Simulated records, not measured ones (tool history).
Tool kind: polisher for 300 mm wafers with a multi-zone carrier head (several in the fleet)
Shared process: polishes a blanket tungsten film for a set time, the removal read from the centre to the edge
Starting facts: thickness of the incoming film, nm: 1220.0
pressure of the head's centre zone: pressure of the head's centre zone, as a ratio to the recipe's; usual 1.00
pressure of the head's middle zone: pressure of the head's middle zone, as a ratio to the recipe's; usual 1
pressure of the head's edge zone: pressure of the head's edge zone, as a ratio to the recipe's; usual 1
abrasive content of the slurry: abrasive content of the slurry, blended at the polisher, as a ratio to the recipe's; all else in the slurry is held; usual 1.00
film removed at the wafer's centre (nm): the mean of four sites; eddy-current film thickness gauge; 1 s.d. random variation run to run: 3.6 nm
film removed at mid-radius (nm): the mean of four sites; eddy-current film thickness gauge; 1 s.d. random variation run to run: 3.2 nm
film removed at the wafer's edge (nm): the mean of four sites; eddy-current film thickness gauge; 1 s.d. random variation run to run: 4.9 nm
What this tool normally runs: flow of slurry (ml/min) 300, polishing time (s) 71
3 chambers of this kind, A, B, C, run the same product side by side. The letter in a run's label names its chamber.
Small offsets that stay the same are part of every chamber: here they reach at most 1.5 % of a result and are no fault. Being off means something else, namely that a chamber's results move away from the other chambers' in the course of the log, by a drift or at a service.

run    day  flow of slurry (ml/min)  pressure of the head's centre zone  pressure of the head's middle zone  pressure of the head's edge zone  abrasive content of the slurry  polishing time (s)  wafers polished on this pad  hours since the slurry nozzle was cleaned  hours since the centre zone pressure was calibrated  hours since the edge zone pressure was calibrated  film removed at the wafer's centre (nm)  film removed at mid-radius (nm)  film removed at the wafer's edge (nm)
 1C  0.158                      300                                1.00                                   1                                 1                            1.00                  71                          331                                      702.8                                                885.5                                              386.8                                   372.78                           365.15                                 364.81
 2B  0.312                      300                                1.00                                   1                                 1                            1.00                  71                          393                                      213.2                                                160.6                                              396.7                                   373.91                           372.02                                 374.57
     0.412  -- chamber A: centre zone pressure recalibrated
 3A  0.479                      300                                1.00                                   1                                 1                            1.00                  71                          334                                      555.8                                                  1.6                                              450.7                                   366.08                           364.56                                 373.47
 4C  0.762                      300                                1.00                                   1                                 1                            1.00                  71                          432                                      717.3                                                900.0                                              401.3                                   367.12                           369.89                                 362.58
 5B  1.050                      300                                1.00                                   1                                 1                            1.25                  71                          516                                      230.9                                                178.3                                              414.4                                   390.86                           391.32                                 397.06
 6A  1.338                      300                                1.00                                   1                                 1                            1.25                  71                          478                                      576.4                                                 22.2                                              471.3                                   395.02                           392.37                                 388.86
 7B  1.621                      300                                1.00                                   1                                 1                            1.25                  71                          612                                      244.6                                                192.0                                              428.1                                   390.86                           390.73                                 396.54
 8C  1.862                      300                                1.00                                   1                                 1                            1.20                  48                          617                                      743.7                                                926.4                                              427.7                                   259.80                           260.23                                 267.24
 9A  2.008                      300                                1.00                                   1                                 1                            1.20                  48                          590                                      592.5                                                 38.3                                              487.4                                   263.86                           267.59                                 270.73
10B  2.312                      300                                1.00                                   1                                 1                            1.20                  48                          728                                      261.2                                                208.6                                              444.7                                   265.65                           262.03                                 264.08
11A  2.538                      300                                1.00                                   1                                 1                            1.00                  71                          679                                      605.2                                                 51.0                                              500.1                                   369.00                           371.79                                 372.34
12C  2.742                      300                                1.00                                   1                                 1                            1.00                  71                          764                                      764.8                                                947.5                                              448.8                                   367.69                           368.88                                 370.18
13B  3.046                      300                                1.00                                   1                                 1                            1.00                  71                          851                                      278.8                                                226.2                                              462.3                                   372.41                           364.53                                 372.05
14A  3.325                      300                                1.00                                   1                                 1                            1.00                  71                          811                                      624.1                                                 69.9                                              519.0                                   363.84                           367.22                                 370.55
15C  3.583                      300                                1.00                                   1                                 1                            1.00                  71                          905                                      785.0                                                967.7                                              469.0                                   359.81                           369.80                                 365.95
     3.683  -- chamber A: slurry nozzle cleaned
16C  3.871                      300                                1.00                                   1                                 1                            1.00                  71                          953                                      791.9                                                974.6                                              475.9                                   374.85                           363.49                                 372.54
     4.162  -- chamber C: worn pad replaced by a new one
17B  4.183                      300                                0.91                                   1                                 1                            1.00                  71                         1042                                      306.1                                                253.5                                              489.6                                   332.12                           369.16                                 371.56
18A  4.404                      300                                0.91                                   1                                 1                            1.00                  71                          992                                       17.4                                                 95.8                                              544.9                                   324.44                           366.97                                 375.94
19B  4.554                      300                                0.91                                   1                                 1                            1.00                  71                         1104                                      315.0                                                262.4                                              498.5                                   335.99                           371.15                                 379.63
20C  4.867                      300                                1.00                                   1                                 1                            1.00                  71                          118                                      815.8                                                998.5                                              499.8                                   375.90                           373.86                                 356.98
21A  5.012                      300                                1.00                                   1                                 1                            1.00                  71                         1094                                       32.0                                                110.4                                              559.5                                   355.85                           359.55                                 361.37
22C  5.250                      200                                1.00                                   1                                 1                            0.85                  71                          182                                      825.0                                               1007.7                                              509.0                                   342.02                           333.57                                 340.56
23B  5.471                      200                                1.00                                   1                                 1                            0.85                  71                         1258                                      337.0                                                284.4                                              520.5                                   340.68                           345.68                                 339.61
24A  5.679                      200                                1.00                                   1                                 1                            0.85                  71                         1206                                       48.0                                                126.4                                              575.5                                   322.42                           323.33                                 335.08
25B  5.950                      300                                1.00                                   1                                 1                            1.00                  71                         1338                                      348.5                                                295.9                                              532.0                                   369.48                           370.40                                 370.43
     5.954  -- chamber B: worn pad replaced by a new one
26C  6.250                      300                                1.00                                   1                                 1                            1.00                  71                          350                                      849.0                                               1031.7                                              533.0                                   364.36                           366.06                                 374.84
27A  6.433                      300                                1.00                                   1                                 1                            1.00                  71                         1332                                       66.1                                                144.5                                              593.6                                   354.39                           354.50                                 357.15
28B  6.712                      235                                1.00                                   1                                 1                            1.00                  47                          127                                      366.8                                                314.2                                              550.3                                   242.41                           240.09                                 241.31
29C  7.017                      235                                1.00                                   1                                 1                            1.00                  47                          478                                      867.4                                               1050.1                                              551.4                                   238.07                           233.83                                 234.39
     7.167  -- chamber B: edge zone pressure recalibrated
30A  7.167                      235                                1.00                                   1                                 1                            1.00                  47                         1455                                       83.7                                                162.1                                              611.2                                   221.43                           225.13                                 236.08
     7.250  -- chamber B: centre zone pressure recalibrated
31C  7.425                      300                                1.00                                   1                                 1                            1.00                  71                          547                                      877.2                                               1059.9                                              561.2                                   366.97                           368.02                                 375.89
32A  7.617                      300                                1.00                                   1                                 1                            1.00                  71                         1531                                       94.5                                                172.9                                              622.0                                   340.35                           348.32                                 347.50
33B  7.883                      300                                1.00                                   1                                 1                            1.00                  71                          323                                      394.9                                                 15.3                                               17.2                                   370.43                           374.51                                 375.59
34A  8.075                      365                                1.00                                   1                                 1                            1.00                  71                         1608                                      105.5                                                183.9                                              633.0                                   349.28                           350.62                                 359.27
35B  8.250                      365                                1.00                                   1                                 1                            1.00                  71                          385                                      403.7                                                 24.1                                               26.0                                   376.01                           375.03                                 370.46
36C  8.429                      365                                1.00                                   1                                 1                            1.00                  71                          715                                      901.3                                               1084.0                                              585.3                                   377.06                           374.78                                 367.82
37C  8.646                      300                                1.00                                   1                                 1                            1.00                  71                          752                                      906.5                                               1089.2                                              590.5                                   363.20                           377.52                                 370.35
38B  8.900                      300                                1.00                                   1                                 1                            1.00                  71                          494                                      419.3                                                 39.7                                               41.6                                   372.20                           370.20                                 367.41
39A  9.138                      300                                1.00                                   1                                 1                            1.00                  71                         1786                                      131.0                                                209.4                                              658.5                                   341.27                           348.41                                 349.30

Read the log: is a single chamber off, either drifting away or since a service, is the gauge that measures every chamber drifting, or is nothing wrong beyond small per-chamber offsets? Name any odd chamber and what most likely caused it.

It is chamber A that slowly wanders off from its peers.
What lies behind it: removal rate lost through wear of the pad, % = 9.08.

Which of the 4 candidates below, each the usual settings with something changed and its results left as question marks, puts chamber A back in line with what the other chambers give on the usual settings?
In line means no further than this from the other chambers' mean on the usual settings: film removed at the wafer's centre (nm) 13.00; film removed at mid-radius (nm) 11.00; film removed at the wafer's edge (nm) 17.00
40A-1  9.362                      295                                0.99                                0.99                              1.01                            1.00                  66                                                                                                                                                                                                                        ?                                ?                                      ?
40A-2  9.362                      305                                1.03                                1.01                              0.99                            1.05                  82                                                                                                                                                                                                                        ?                                ?                                      ?
40A-3  9.362                      305                                1.01                                1.01                              0.99                            1.00                  76                                                                                                                                                                                                                        ?                                ?                                      ?
40A-4  9.362                      295                                0.97                                0.98                              1.02                            0.95                  61                                                                                                                                                                                                                        ?                                ?                                      ?

Other chambers, usual settings, mean: film removed at the wafer's centre (nm) 370.43; film removed at mid-radius (nm) 369.65; film removed at the wafer's edge (nm) 369.61
  run  film removed at the wafer's centre (nm)  film removed at mid-radius (nm)  film removed at the wafer's edge (nm)
40A-1                                   308.81                           313.20                                 322.70
40A-2                                   407.15                           402.22                                 402.28
40A-3                                   364.94                           368.49                                 368.50
40A-4                                   275.58                           283.32                                 296.20
40A-3 brings the chamber back in line.
